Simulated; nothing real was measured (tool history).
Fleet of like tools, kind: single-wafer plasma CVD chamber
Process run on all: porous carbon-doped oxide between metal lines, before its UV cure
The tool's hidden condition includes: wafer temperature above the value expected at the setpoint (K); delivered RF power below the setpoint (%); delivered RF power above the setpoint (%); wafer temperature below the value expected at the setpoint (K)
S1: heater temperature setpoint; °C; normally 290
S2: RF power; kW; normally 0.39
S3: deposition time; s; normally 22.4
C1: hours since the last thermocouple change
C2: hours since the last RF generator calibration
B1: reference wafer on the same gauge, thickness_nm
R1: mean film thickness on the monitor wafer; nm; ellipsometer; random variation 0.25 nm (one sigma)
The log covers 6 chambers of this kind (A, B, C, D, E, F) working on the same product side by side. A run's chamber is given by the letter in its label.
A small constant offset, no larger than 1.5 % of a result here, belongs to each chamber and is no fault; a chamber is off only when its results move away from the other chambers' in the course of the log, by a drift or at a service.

| run | hour | S1 | S2 | S3 | C1 | C2 | B1 | R1 |
|---|---|---|---|---|---|---|---|---|
| 1D | 9 | 290 | 0.39 | 22.4 | 404 | 509.1 | 110.99 | 106.42 |
| 2F | 19.5 | 290 | 0.39 | 22.4 | 201.4 | 603.8 | 110.99 | 107.31 |
| 3A | 35.3 | 290 | 0.39 | 22.4 | 139.9 | 1226.7 | 111.03 | 107.89 |
| 4C | 48.8 | 290 | 0.39 | 22.4 | 1390.5 | 850.1 | 111.01 | 108 |
| 5E | 64.8 | 290 | 0.39 | 22.4 | 590 | 730.4 | 111 | 108.84 |
| 6B | 81.1 | 290 | 0.39 | 22.4 | 1442 | 834.5 | 110.96 | 108.2 |
| 7A | 92.8 | 290 | 0.39 | 22.4 | 197.4 | 1284.2 | 111 | 107.74 |
| 8B | 104.3 | 290 | 0.39 | 22.4 | 1465.2 | 857.7 | 111 | 108.15 |
| 9D | 117.4 | 290 | 0.39 | 22.4 | 512.4 | 617.5 | 110.93 | 106.41 |
| 10F | 130.7 | 290 | 0.39 | 22.4 | 312.6 | 715 | 110.97 | 107.07 |
| 11E | 139.9 | 290 | 0.39 | 22.4 | 665.1 | 805.5 | 111.03 | 109 |
| 12C | 148.3 | 290 | 0.39 | 22.4 | 1490 | 949.6 | 111 | 108.3 |
| 13E | 163.1 | 290 | 0.39 | 22.4 | 688.3 | 828.7 | 110.92 | 108.91 |
| 14F | 171.6 | 290 | 0.39 | 22.4 | 353.5 | 755.9 | 111.03 | 106.94 |
| 15A | 185.9 | 290 | 0.39 | 22.4 | 290.5 | 1377.3 | 111.03 | 107.48 |
| 16D | 195.1 | 290 | 0.39 | 22.4 | 590.1 | 695.2 | 111.11 | 106.84 |
| 17B | 208.8 | 290 | 0.39 | 22.4 | 1569.7 | 962.2 | 110.99 | 108.05 |
| 18C | 224.7 | 295 | 0.44 | 22.4 | 1566.4 | 1026 | 110.99 | 115.86 |
| 19A | 239.3 | 295 | 0.44 | 22.4 | 343.9 | 1430.7 | 110.95 | 114.54 |
| 20B | 251.7 | 295 | 0.44 | 22.4 | 1612.6 | 1005.1 | 111.01 | 115.42 |
| 21F | 260.7 | 295 | 0.44 | 22.4 | 442.6 | 845 | 111.02 | 113.63 |
| 22D | 276.6 | 295 | 0.44 | 22.4 | 671.6 | 776.7 | 110.96 | 113.43 |
| 23C | 285.6 | 295 | 0.44 | 22.4 | 1627.3 | 1086.9 | 111 | 115.09 |
| 24E | 299.1 | 290 | 0.39 | 22.4 | 824.3 | 964.7 | 110.94 | 108.81 |
| 25A | 307.8 | 278 | 0.39 | 19.1 | 412.4 | 1499.2 | 111 | 99.105 |
| 26B | 324.3 | 278 | 0.39 | 19.1 | 1685.2 | 1077.7 | 111.02 | 100.16 |
| 27C | 334.4 | 278 | 0.39 | 19.1 | 1676.1 | 1135.7 | 111.03 | 99.972 |
| 28F | 344.8 | 278 | 0.39 | 19.1 | 526.7 | 929.1 | 111 | 97.447 |
| 29E | 360 | 278 | 0.39 | 19.1 | 885.2 | 1025.6 | 111 | 100.65 |
| 30D | 373.7 | 278 | 0.39 | 19.1 | 768.7 | 873.8 | 110.99 | 98.267 |
| 31A | 388.3 | 290 | 0.39 | 22.4 | 492.9 | 1579.7 | 110.95 | 107.49 |
|  | 399.2 | chamber B: thermocouple changed; heater temperature recalibrated |
| 32F | 401.8 | 297 | 0.325 | 22.4 | 583.7 | 986.1 | 111.04 | 87.257 |
| 33E | 413.4 | 297 | 0.325 | 22.4 | 938.6 | 1079 | 110.99 | 90.061 |
| 34D | 422.8 | 297 | 0.325 | 22.4 | 817.8 | 922.9 | 111 | 88.062 |
|  | 432.6 | chamber C: thermocouple changed; heater temperature recalibrated |
| 35C | 435.8 | 297 | 0.325 | 22.4 | 3.2 | 1237.1 | 111.01 | 90.152 |
| 36B | 445.3 | 297 | 0.325 | 22.4 | 46.2 | 1198.7 | 110.97 | 89.134 |
| 37A | 454.5 | 297 | 0.325 | 22.4 | 559.1 | 1645.9 | 111.01 | 88.857 |
| 38F | 462.4 | 290 | 0.39 | 22.4 | 644.3 | 1046.7 | 110.99 | 105.12 |
| 39B | 472.2 | 290 | 0.39 | 22.4 | 73.1 | 1225.6 | 111.03 | 108 |
|  | 488 | chamber E: RF generator calibrated |
| 40D | 488.3 | 290 | 0.39 | 22.4 | 883.3 | 988.4 | 111.08 | 106.18 |
| 41E | 502.5 | 290 | 0.39 | 22.4 | 1027.7 | 14.5 | 110.93 | 108.91 |
| 42C | 517.8 | 290 | 0.39 | 22.4 | 85.2 | 1319.1 | 110.98 | 108.48 |
| 43E | 531.6 | 290 | 0.39 | 22.4 | 1056.8 | 43.6 | 110.91 | 109.15 |
| 44B | 548 | 290 | 0.39 | 22.4 | 148.9 | 1301.4 | 111.01 | 107.87 |

All 6 chambers run these settings next. Forecast each chamber's results:
| 45A | 559.7 | 290 | 0.39 | 18.8 |  |  |  | ? |
| 45B | 559.7 | 290 | 0.39 | 18.8 |  |  |  | ? |
| 45C | 559.7 | 290 | 0.39 | 18.8 |  |  |  | ? |
| 45D | 559.7 | 290 | 0.39 | 18.8 |  |  |  | ? |
| 45E | 559.7 | 290 | 0.39 | 18.8 |  |  |  | ? |
| 45F | 559.7 | 290 | 0.39 | 18.8 |  |  |  | ? |

| run | R1 |
|---|---|
| 45A | 90.722 |
| 45B | 91.166 |
| 45C | 91.276 |
| 45D | 90.142 |
| 45E | 92.153 |
| 45F | 87.901 |

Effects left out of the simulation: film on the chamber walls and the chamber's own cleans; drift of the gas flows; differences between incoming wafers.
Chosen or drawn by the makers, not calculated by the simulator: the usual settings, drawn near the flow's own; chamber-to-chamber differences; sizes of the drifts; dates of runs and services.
